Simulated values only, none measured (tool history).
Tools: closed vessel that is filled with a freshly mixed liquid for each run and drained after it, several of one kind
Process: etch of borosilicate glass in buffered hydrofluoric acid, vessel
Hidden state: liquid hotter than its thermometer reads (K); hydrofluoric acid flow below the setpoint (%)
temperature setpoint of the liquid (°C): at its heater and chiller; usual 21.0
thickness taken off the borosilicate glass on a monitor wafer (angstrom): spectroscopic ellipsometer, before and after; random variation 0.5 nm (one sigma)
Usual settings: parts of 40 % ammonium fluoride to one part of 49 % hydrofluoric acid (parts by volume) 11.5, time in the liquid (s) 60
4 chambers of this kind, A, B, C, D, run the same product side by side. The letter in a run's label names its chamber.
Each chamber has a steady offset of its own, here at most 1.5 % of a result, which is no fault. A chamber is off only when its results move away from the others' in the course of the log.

run	hour	temperature setpoint of the liquid (°C)	parts of 40 % ammonium fluoride to one part of 49 % hydrofluoric acid (parts by volume)	time in the liquid (s)	hours since the thermometer was replaced	hours since the hydrofluoric acid flow meter was replaced	read-back film thickness of the borosilicate glass reference wafer, read on the same gauge (nm)	thickness taken off the borosilicate glass on a monitor wafer (angstrom)
1C	4.4	21.0	11.5	60	807.0	4.5	130.01	555.23
2A	8.2	21.0	11.5	60	1601.1	1103.1	129.99	557.33
3B	14.6	21.0	11.5	60	1489.9	227.3	130.00	552.85
4D	18.4	21.0	11.5	60	972.1	929.5	130.00	566.09
5D	22.0	21.0	11.5	60	975.7	933.1	129.98	559.10
6C	26.4	21.0	11.5	60	829.0	26.5	129.99	549.62
7A	30.9	21.0	11.5	60	1623.8	1125.8	129.97	554.43
8B	36.0	24.5	11.5	60	1511.3	248.7	130.02	652.93
9A	41.5	24.5	11.5	60	1634.4	1136.4	129.98	659.13
10D	45.2	24.5	11.5	60	998.9	956.3	130.01	678.62
11C	49.7	24.5	11.5	60	852.3	49.8	129.99	668.44
12B	53.7	21.0	11.5	60	1529.0	266.4	129.98	554.79
13B	58.7	21.0	11.5	60	1534.0	271.4	130.01	553.68
14A	62.6	21.0	11.5	60	1655.5	1157.5	130.00	548.79
15D	67.6	21.0	11.5	60	1021.3	978.7	129.98	564.08
16C	71.3	21.0	11.5	60	873.9	71.4	129.99	554.06
17A	76.6	23.0	11.5	60	1669.5	1171.5	130.02	609.28
18C	80.0	23.0	11.5	60	882.6	80.1	129.99	617.12
19D	85.1	23.0	11.5	60	1038.8	996.2	129.98	625.25
20B	88.9	23.0	11.5	60	1564.2	301.6	129.99	605.05
21C	94.6	21.0	7.0	70	897.2	94.7	130.02	1031.90
22A	100.9	21.0	7.0	70	1693.8	1195.8	130.00	1031.10
23D	104.8	21.0	7.0	70	1058.5	1015.9	129.97	1071.50
24B	109.2	21.0	7.0	70	1584.5	321.9	129.99	1036.20
25C	113.0	21.0	11.5	60	915.6	113.1	130.00	554.14
26A	118.9	21.0	7.5	60	1711.8	1213.8	130.02	815.24
27D	123.8	21.0	7.5	60	1077.5	1034.9	129.99	861.36
28B	128.1	21.0	7.5	60	1603.4	340.8	129.98	832.42
29D	133.0	21.0	7.5	60	1086.7	1044.1	130.02	846.93
30B	136.5	21.0	14.0	90	1611.8	349.2	130.00	665.54
31A	140.6	21.0	14.0	90	1733.5	1235.5	130.02	678.80
32C	145.2	21.0	14.0	90	947.8	145.3	130.02	683.66
33C	150.9	21.0	14.0	90	953.5	151.0	130.01	688.77
34A	154.2	21.0	11.5	60	1747.1	1249.1	129.98	559.12
35B	159.0	21.0	11.5	60	1634.3	371.7	130.00	546.57
36D	162.1	21.0	11.5	60	1115.8	1073.2	130.00	560.29
37C	165.1	21.0	11.5	45	967.7	165.2	129.98	410.93
38D	170.4	21.0	11.5	45	1124.1	1081.5	129.98	427.14
39B	174.2	21.0	11.5	45	1649.5	386.9	130.03	410.93

Next, every chamber runs the same settings. What will each give?
40A	178.8	21.0	11.5	85				?
40B	178.8	21.0	11.5	85				?
40C	178.8	21.0	11.5	85				?
40D	178.8	21.0	11.5	85				?

run	thickness taken off the borosilicate glass on a monitor wafer (angstrom)
40A	774.28
40B	787.42
40C	786.06
40D	793.85
